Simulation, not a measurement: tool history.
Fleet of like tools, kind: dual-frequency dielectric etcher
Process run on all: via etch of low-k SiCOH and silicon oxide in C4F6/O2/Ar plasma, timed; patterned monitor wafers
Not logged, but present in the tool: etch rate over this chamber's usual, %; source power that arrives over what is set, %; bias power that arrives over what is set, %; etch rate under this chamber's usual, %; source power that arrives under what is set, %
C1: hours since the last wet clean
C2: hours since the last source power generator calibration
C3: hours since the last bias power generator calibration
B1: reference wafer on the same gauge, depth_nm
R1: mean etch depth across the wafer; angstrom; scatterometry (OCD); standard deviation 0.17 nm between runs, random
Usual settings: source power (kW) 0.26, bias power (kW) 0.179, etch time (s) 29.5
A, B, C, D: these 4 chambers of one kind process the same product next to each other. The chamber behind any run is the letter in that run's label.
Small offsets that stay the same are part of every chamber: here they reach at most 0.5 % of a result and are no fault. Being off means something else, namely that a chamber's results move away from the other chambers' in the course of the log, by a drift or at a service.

{"run": "1B", "hour": 10.0, "source power (kW)": 0.26, "bias power (kW)": 0.179, "etch time (s)": 29.5, "C1": 275.3, "C2": 522, "C3": 1502.8, "B1": 49.893, "R1": 586.89}
{"run": "2C", "hour": 17.9, "source power (kW)": 0.26, "bias power (kW)": 0.179, "etch time (s)": 29.5, "C1": 279.1, "C2": 1583.8, "C3": 2202.2, "B1": 49.949, "R1": 583.6}
{"run": "3A", "hour": 26.7, "source power (kW)": 0.26, "bias power (kW)": 0.179, "etch time (s)": 29.5, "C1": 53.9, "C2": 2009, "C3": 588.8, "B1": 49.888, "R1": 592.15}
{"run": "4D", "hour": 32.0, "source power (kW)": 0.26, "bias power (kW)": 0.179, "etch time (s)": 29.5, "C1": 35.6, "C2": 423.8, "C3": 810.9, "B1": 49.931, "R1": 590.36}
{"run": "5D", "hour": 40.7, "source power (kW)": 0.26, "bias power (kW)": 0.179, "etch time (s)": 29.5, "C1": 44.3, "C2": 432.5, "C3": 819.6, "B1": 49.907, "R1": 590.75}
{"run": "6B", "hour": 47.7, "source power (kW)": 0.26, "bias power (kW)": 0.179, "etch time (s)": 29.5, "C1": 313, "C2": 559.7, "C3": 1540.5, "B1": 49.921, "R1": 588.74}
{"run": "7A", "hour": 52.4, "source power (kW)": 0.26, "bias power (kW)": 0.179, "etch time (s)": 29.5, "C1": 79.6, "C2": 2034.7, "C3": 614.5, "B1": 49.903, "R1": 590.19}
{"run": "8C", "hour": 58.1, "source power (kW)": 0.26, "bias power (kW)": 0.179, "etch time (s)": 29.5, "C1": 319.3, "C2": 1624, "C3": 2242.4, "B1": 49.929, "R1": 584.16}
{"run": "9C", "hour": 65.3, "source power (kW)": 0.26, "bias power (kW)": 0.179, "etch time (s)": 29.5, "C1": 326.5, "C2": 1631.2, "C3": 2249.6, "B1": 49.886, "R1": 584.93}
{"run": "10D", "hour": 74.7, "source power (kW)": 0.26, "bias power (kW)": 0.179, "etch time (s)": 34, "C1": 78.3, "C2": 466.5, "C3": 853.6, "B1": 49.876, "R1": 682.03}
{"run": "11A", "hour": 82.6, "source power (kW)": 0.26, "bias power (kW)": 0.179, "etch time (s)": 34, "C1": 109.8, "C2": 2064.9, "C3": 644.7, "B1": 49.919, "R1": 679.23}
{"run": "12B", "hour": 88.0, "source power (kW)": 0.26, "bias power (kW)": 0.179, "etch time (s)": 34, "C1": 353.3, "C2": 600, "C3": 1580.8, "B1": 49.894, "R1": 680.14}
{"run": "13B", "hour": 94.7, "source power (kW)": 0.26, "bias power (kW)": 0.179, "etch time (s)": 34, "C1": 360, "C2": 606.7, "C3": 1587.5, "B1": 49.878, "R1": 679.98}
{"run": "14D", "hour": 102.3, "source power (kW)": 0.26, "bias power (kW)": 0.179, "etch time (s)": 29.5, "C1": 105.9, "C2": 494.1, "C3": 881.2, "B1": 49.912, "R1": 593.12}
{"run": "15A", "hour": 111.6, "source power (kW)": 0.26, "bias power (kW)": 0.179, "etch time (s)": 29.5, "C1": 138.8, "C2": 2093.9, "C3": 673.7, "B1": 49.855, "R1": 590.58}
{"run": "16C", "hour": 117.7, "source power (kW)": 0.26, "bias power (kW)": 0.179, "etch time (s)": 29.5, "C1": 378.9, "C2": 1683.6, "C3": 2302, "B1": 49.859, "R1": 586.87}
{"run": "17C", "hour": 123.1, "source power (kW)": 0.26, "bias power (kW)": 0.179, "etch time (s)": 29.5, "C1": 384.3, "C2": 1689, "C3": 2307.4, "B1": 49.911, "R1": 582.54}
{"run": "18B", "hour": 130.7, "source power (kW)": 0.26, "bias power (kW)": 0.179, "etch time (s)": 29.5, "C1": 396, "C2": 642.7, "C3": 1623.5, "B1": 49.867, "R1": 588.85}
{"hour": 130.8, "done": "chamber C: wet clean of the chamber"}
{"run": "19D", "hour": 140.5, "source power (kW)": 0.26, "bias power (kW)": 0.179, "etch time (s)": 29.5, "C1": 144.1, "C2": 532.3, "C3": 919.4, "B1": 49.91, "R1": 592.35}
{"run": "20A", "hour": 148.5, "source power (kW)": 0.26, "bias power (kW)": 0.179, "etch time (s)": 29.5, "C1": 175.7, "C2": 2130.8, "C3": 710.6, "B1": 49.914, "R1": 588.74}
{"run": "21C", "hour": 159.1, "source power (kW)": 0.26, "bias power (kW)": 0.179, "etch time (s)": 29.5, "C1": 28.3, "C2": 1725, "C3": 2343.4, "B1": 49.888, "R1": 563.38}
{"run": "22D", "hour": 167.5, "source power (kW)": 0.26, "bias power (kW)": 0.179, "etch time (s)": 29.5, "C1": 171.1, "C2": 559.3, "C3": 946.4, "B1": 49.916, "R1": 594.27}
{"run": "23B", "hour": 172.5, "source power (kW)": 0.26, "bias power (kW)": 0.179, "etch time (s)": 29.5, "C1": 437.8, "C2": 684.5, "C3": 1665.3, "B1": 49.887, "R1": 587.34}
{"run": "24A", "hour": 179.4, "source power (kW)": 0.26, "bias power (kW)": 0.179, "etch time (s)": 29.5, "C1": 206.6, "C2": 2161.7, "C3": 741.5, "B1": 49.876, "R1": 592.28}
{"run": "25D", "hour": 188.6, "source power (kW)": 0.26, "bias power (kW)": 0.179, "etch time (s)": 29.5, "C1": 192.2, "C2": 580.4, "C3": 967.5, "B1": 49.901, "R1": 592.76}
{"run": "26A", "hour": 196.0, "source power (kW)": 0.26, "bias power (kW)": 0.179, "etch time (s)": 29.5, "C1": 223.2, "C2": 2178.3, "C3": 758.1, "B1": 49.922, "R1": 591.59}
{"run": "27C", "hour": 202.3, "source power (kW)": 0.26, "bias power (kW)": 0.179, "etch time (s)": 29.5, "C1": 71.5, "C2": 1768.2, "C3": 2386.6, "B1": 49.915, "R1": 565.71}
{"run": "28B", "hour": 207.1, "source power (kW)": 0.26, "bias power (kW)": 0.179, "etch time (s)": 29.5, "C1": 472.4, "C2": 719.1, "C3": 1699.9, "B1": 49.901, "R1": 588.14}
{"run": "29D", "hour": 213.1, "source power (kW)": 0.26, "bias power (kW)": 0.179, "etch time (s)": 29.5, "C1": 216.7, "C2": 604.9, "C3": 992, "B1": 49.868, "R1": 590.27}
{"run": "30A", "hour": 221.8, "source power (kW)": 0.26, "bias power (kW)": 0.179, "etch time (s)": 29.5, "C1": 249, "C2": 2204.1, "C3": 783.9, "B1": 49.915, "R1": 592.73}

Predict what each chamber gives when all 4 of them run the settings below next.
{"run": "31A", "hour": 229.4, "source power (kW)": 0.26, "bias power (kW)": 0.198, "etch time (s)": 29.5, "R1": "?"}
{"run": "31B", "hour": 229.4, "source power (kW)": 0.26, "bias power (kW)": 0.198, "etch time (s)": 29.5, "R1": "?"}
{"run": "31C", "hour": 229.4, "source power (kW)": 0.26, "bias power (kW)": 0.198, "etch time (s)": 29.5, "R1": "?"}
{"run": "31D", "hour": 229.4, "source power (kW)": 0.26, "bias power (kW)": 0.198, "etch time (s)": 29.5, "R1": "?"}

run=31A R1=607.87
run=31B R1=608.6
run=31C R1=585.02
run=31D R1=613.35
